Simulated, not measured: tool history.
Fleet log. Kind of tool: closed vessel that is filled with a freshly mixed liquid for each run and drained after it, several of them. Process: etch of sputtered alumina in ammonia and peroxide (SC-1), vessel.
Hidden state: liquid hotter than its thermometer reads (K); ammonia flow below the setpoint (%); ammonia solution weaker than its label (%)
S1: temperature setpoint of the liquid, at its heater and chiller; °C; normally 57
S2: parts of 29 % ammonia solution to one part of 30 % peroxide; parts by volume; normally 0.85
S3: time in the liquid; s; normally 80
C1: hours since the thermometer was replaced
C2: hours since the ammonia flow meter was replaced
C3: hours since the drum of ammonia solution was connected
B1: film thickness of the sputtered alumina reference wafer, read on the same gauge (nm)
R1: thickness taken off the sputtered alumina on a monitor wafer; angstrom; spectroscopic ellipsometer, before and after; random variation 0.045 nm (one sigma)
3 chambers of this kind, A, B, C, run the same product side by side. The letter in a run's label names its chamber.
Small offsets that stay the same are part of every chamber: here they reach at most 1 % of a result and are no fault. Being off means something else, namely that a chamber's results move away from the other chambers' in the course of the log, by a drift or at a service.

run 1A day=0.117 | S1=57 S2=0.85 S3=80 | C1=475.8 C2=528.5 C3=170.5 | B1=70.017 | R1=69.110
run 2B day=0.204 | S1=57 S2=0.85 S3=80 | C1=683.9 C2=1426.7 C3=33.0 | B1=70.000 | R1=68.476
run 3C day=0.371 | S1=57 S2=0.85 S3=80 | C1=1098.2 C2=866.3 C3=649.6 | B1=69.954 | R1=69.291
run 4A day=0.462 | S1=57 S2=0.85 S3=80 | C1=484.1 C2=536.8 C3=178.8 | B1=69.977 | R1=69.615
run 5C day=0.604 | S1=57 S2=0.85 S3=80 | C1=1103.8 C2=871.9 C3=655.2 | B1=69.998 | R1=69.361
run 6B day=0.742 | S1=57 S2=0.85 S3=80 | C1=696.8 C2=1439.6 C3=45.9 | B1=69.980 | R1=67.776
run 7B day=0.846 | S1=57 S2=0.85 S3=80 | C1=699.3 C2=1442.1 C3=48.4 | B1=69.969 | R1=68.189
run 8A day=0.946 | S1=57 S2=0.85 S3=80 | C1=495.7 C2=548.4 C3=190.4 | B1=69.957 | R1=69.268
run 9C day=1.075 | S1=57 S2=0.85 S3=80 | C1=1115.1 C2=883.2 C3=666.5 | B1=69.976 | R1=69.334
run 10B day=1.158 | S1=57 S2=0.85 S3=80 | C1=706.8 C2=1449.6 C3=55.9 | B1=70.013 | R1=68.285
run 11A day=1.238 | S1=57 S2=0.85 S3=80 | C1=502.7 C2=555.4 C3=197.4 | B1=70.030 | R1=68.960
run 12C day=1.321 | S1=57 S2=0.85 S3=105 | C1=1121.0 C2=889.1 C3=672.4 | B1=70.041 | R1=92.040
run 13B day=1.446 | S1=57 S2=0.85 S3=105 | C1=713.7 C2=1456.5 C3=62.8 | B1=69.945 | R1=90.466
run 14A day=1.525 | S1=57 S2=0.85 S3=105 | C1=509.6 C2=562.3 C3=204.3 | B1=69.993 | R1=91.588
run 15C day=1.638 | S1=57 S2=0.70 S3=120 | C1=1128.6 C2=896.7 C3=680.0 | B1=69.933 | R1=104.690
run 16A day=1.775 | S1=57 S2=0.70 S3=120 | C1=515.6 C2=568.3 C3=210.3 | B1=70.002 | R1=103.230
run 17C day=1.888 | S1=57 S2=0.70 S3=120 | C1=1134.6 C2=902.7 C3=686.0 | B1=70.000 | R1=105.320
run 18B day=1.975 | S1=57 S2=0.85 S3=80 | C1=726.4 C2=1469.2 C3=75.5 | B1=69.989 | R1=68.101
run 19C day=2.100 | S1=57 S2=0.55 S3=80 | C1=1139.7 C2=907.8 C3=691.1 | B1=70.013 | R1=68.658
run 20A day=2.233 | S1=57 S2=0.55 S3=80 | C1=526.6 C2=579.3 C3=221.3 | B1=69.986 | R1=66.620
run 21B day=2.396 | S1=57 S2=0.55 S3=80 | C1=736.5 C2=1479.3 C3=85.6 | B1=69.999 | R1=65.719
run 22A day=2.488 | S1=57 S2=0.85 S3=80 | C1=532.7 C2=585.4 C3=227.4 | B1=69.993 | R1=69.475
run 23C day=2.629 | S1=57 S2=1.05 S3=80 | C1=1152.4 C2=920.5 C3=703.8 | B1=70.035 | R1=72.612
run 24B day=2.712 | S1=57 S2=1.05 S3=80 | C1=744.1 C2=1486.9 C3=93.2 | B1=69.987 | R1=69.493
run 25C day=2.867 | S1=57 S2=1.05 S3=80 | C1=1158.1 C2=926.2 C3=709.5 | B1=70.027 | R1=73.826
run 26B day=3.033 | S1=50 S2=0.85 S3=125 | C1=751.8 C2=1494.6 C3=100.9 | B1=69.984 | R1=73.174
run 27A day=3.146 | S1=50 S2=0.85 S3=125 | C1=548.5 C2=601.2 C3=243.2 | B1=70.023 | R1=74.407
run 28C day=3.267 | S1=50 S2=0.85 S3=125 | C1=1167.7 C2=935.8 C3=719.1 | B1=70.027 | R1=77.416
run 29B day=3.433 | S1=57 S2=0.85 S3=80 | C1=761.4 C2=1504.2 C3=110.5 | B1=70.014 | R1=67.995
run 30A day=3.562 | S1=57 S2=0.85 S3=80 | C1=558.5 C2=611.2 C3=253.2 | B1=70.024 | R1=70.462
run 31A day=3.721 | S1=57 S2=0.85 S3=80 | C1=562.3 C2=615.0 C3=257.0 | B1=70.007 | R1=70.241
run 32C day=3.875 | S1=57 S2=0.85 S3=80 | C1=1182.3 C2=950.4 C3=733.7 | B1=70.018 | R1=72.067
run 33B day=4.029 | S1=50 S2=0.85 S3=55 | C1=775.7 C2=1518.5 C3=124.8 | B1=69.987 | R1=32.582

The same settings go to every chamber for the next run, one line per chamber below. Forecast the results for each:
run 34A day=4.158 | S1=57 S2=0.85 S3=80 | R1=?
run 34B day=4.158 | S1=57 S2=0.85 S3=80 | R1=?
run 34C day=4.158 | S1=57 S2=0.85 S3=80 | R1=?

run=34A R1=69.146
run=34B R1=68.855
run=34C R1=72.776
